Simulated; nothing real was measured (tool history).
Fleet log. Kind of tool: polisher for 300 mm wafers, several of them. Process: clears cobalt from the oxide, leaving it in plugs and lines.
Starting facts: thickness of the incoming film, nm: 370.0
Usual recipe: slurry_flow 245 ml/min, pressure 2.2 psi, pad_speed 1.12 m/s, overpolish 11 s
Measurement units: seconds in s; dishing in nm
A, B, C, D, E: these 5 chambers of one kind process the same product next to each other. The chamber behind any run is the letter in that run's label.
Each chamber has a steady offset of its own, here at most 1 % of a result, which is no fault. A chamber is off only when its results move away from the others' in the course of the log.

| run | hour | slurry_flow | pressure | pad_speed | overpolish | seconds | dishing |
|---|---|---|---|---|---|---|---|
| 1E | 8.6 | 245 | 2.2 | 1.12 | 11 | 53.817 | 45.683 |
| 2C | 22.6 | 245 | 2.2 | 1.12 | 11 | 53.034 | 46.132 |
| 3D | 29.7 | 245 | 2.2 | 1.12 | 11 | 52.969 | 46.725 |
| 4B | 38.5 | 245 | 2.2 | 1.12 | 11 | 53.966 | 47.063 |
|  | 47.6 | chamber C: worn pad replaced by a new one |
| 5A | 52.1 | 245 | 2.2 | 1.12 | 11 | 53.195 | 46.429 |
| 6C | 60.0 | 245 | 2.2 | 1.12 | 11 | 53.149 | 45.428 |
| 7D | 67.1 | 245 | 2.2 | 1.12 | 11 | 53.545 | 47.758 |
| 8B | 74.6 | 245 | 2.2 | 1.12 | 11 | 54.068 | 46.422 |
| 9A | 84.2 | 245 | 2.2 | 1.12 | 11 | 53.025 | 45.475 |
|  | 87.4 | chamber B: worn pad replaced by a new one |
| 10E | 94.0 | 245 | 2.2 | 1.12 | 11 | 52.462 | 44.967 |
| 11A | 106.0 | 310 | 2.2 | 1.12 | 8 | 51.142 | 37.211 |
| 12B | 118.6 | 310 | 2.2 | 1.12 | 8 | 52.472 | 38.882 |
|  | 123.0 | chamber A: head pressure recalibrated |
| 13C | 125.7 | 310 | 2.2 | 1.12 | 8 | 51.722 | 38.679 |
|  | 125.8 | chamber E: worn pad replaced by a new one |
|  | 129.3 | chamber E: head pressure recalibrated |
| 14D | 132.8 | 310 | 2.2 | 1.12 | 8 | 52.454 | 37.954 |
|  | 144.4 | chamber A: worn pad replaced by a new one |
| 15E | 146.9 | 310 | 2.2 | 1.12 | 8 | 52.421 | 37.613 |
|  | 148.2 | chamber C: worn pad replaced by a new one |
|  | 155.5 | chamber E: slurry nozzle cleaned |
| 16B | 157.8 | 245 | 2.2 | 1.12 | 11 | 53.548 | 45.766 |
|  | 166.4 | chamber D: worn pad replaced by a new one |
| 17D | 167.1 | 245 | 1.4 | 1.12 | 17 | 84.218 | 46.521 |
| 18E | 179.0 | 245 | 1.4 | 1.12 | 17 | 84.462 | 46.278 |
|  | 181.9 | chamber A: slurry nozzle cleaned |
|  | 189.1 | chamber B: slurry nozzle cleaned |
| 19A | 189.4 | 245 | 1.4 | 1.12 | 17 | 83.027 | 44.986 |
| 20C | 199.9 | 245 | 1.4 | 1.12 | 17 | 82.166 | 46.624 |
| 21B | 214.5 | 245 | 1.4 | 1.12 | 17 | 84.484 | 46.087 |
| 22A | 223.9 | 245 | 2.2 | 1.12 | 11 | 53.208 | 47.074 |
| 23E | 236.1 | 245 | 2.2 | 1.12 | 11 | 53.581 | 46.230 |
| 24C | 246.3 | 245 | 2.2 | 1.12 | 11 | 53.781 | 45.544 |
|  | 248.2 | chamber C: worn pad replaced by a new one |
| 25D | 260.0 | 245 | 2.2 | 0.72 | 5 | 82.218 | 18.870 |
| 26B | 271.8 | 245 | 2.2 | 0.72 | 5 | 84.705 | 18.985 |
|  | 282.2 | chamber B: worn pad replaced by a new one |
| 27E | 284.0 | 245 | 2.2 | 0.72 | 5 | 84.502 | 18.260 |
|  | 288.6 | chamber E: worn pad replaced by a new one |
| 28C | 299.1 | 245 | 2.2 | 0.72 | 5 | 83.633 | 19.368 |
|  | 302.7 | chamber A: worn pad replaced by a new one |
| 29A | 309.7 | 245 | 2.2 | 0.72 | 5 | 83.644 | 18.821 |
|  | 314.1 | chamber D: worn pad replaced by a new one |
| 30D | 325.0 | 245 | 2.2 | 1.12 | 11 | 51.779 | 46.407 |
| 31E | 332.0 | 315 | 2.2 | 1.12 | 11 | 52.125 | 46.816 |
| 32B | 346.7 | 315 | 2.2 | 1.12 | 11 | 52.402 | 45.500 |
|  | 354.0 | chamber C: worn pad replaced by a new one |
| 33C | 357.0 | 315 | 2.2 | 1.12 | 11 | 51.020 | 47.437 |
| 34D | 367.6 | 315 | 2.2 | 1.12 | 11 | 51.419 | 46.245 |
| 35A | 378.8 | 315 | 2.2 | 1.12 | 11 | 53.686 | 47.325 |
| 36E | 390.6 | 245 | 2.2 | 1.40 | 13 | 42.501 | 55.513 |
|  | 394.6 | chamber D: slurry nozzle cleaned |
| 37A | 404.8 | 245 | 2.2 | 1.40 | 13 | 43.095 | 54.928 |
| 38D | 413.6 | 245 | 2.2 | 1.40 | 13 | 42.036 | 56.663 |

Is one chamber off against the others, does the gauge drift, or is nothing wrong? If a chamber is off, say which, and what the likeliest cause is.

Beyond each chamber's small constant offset nothing stands out, and the gauge stays steady.
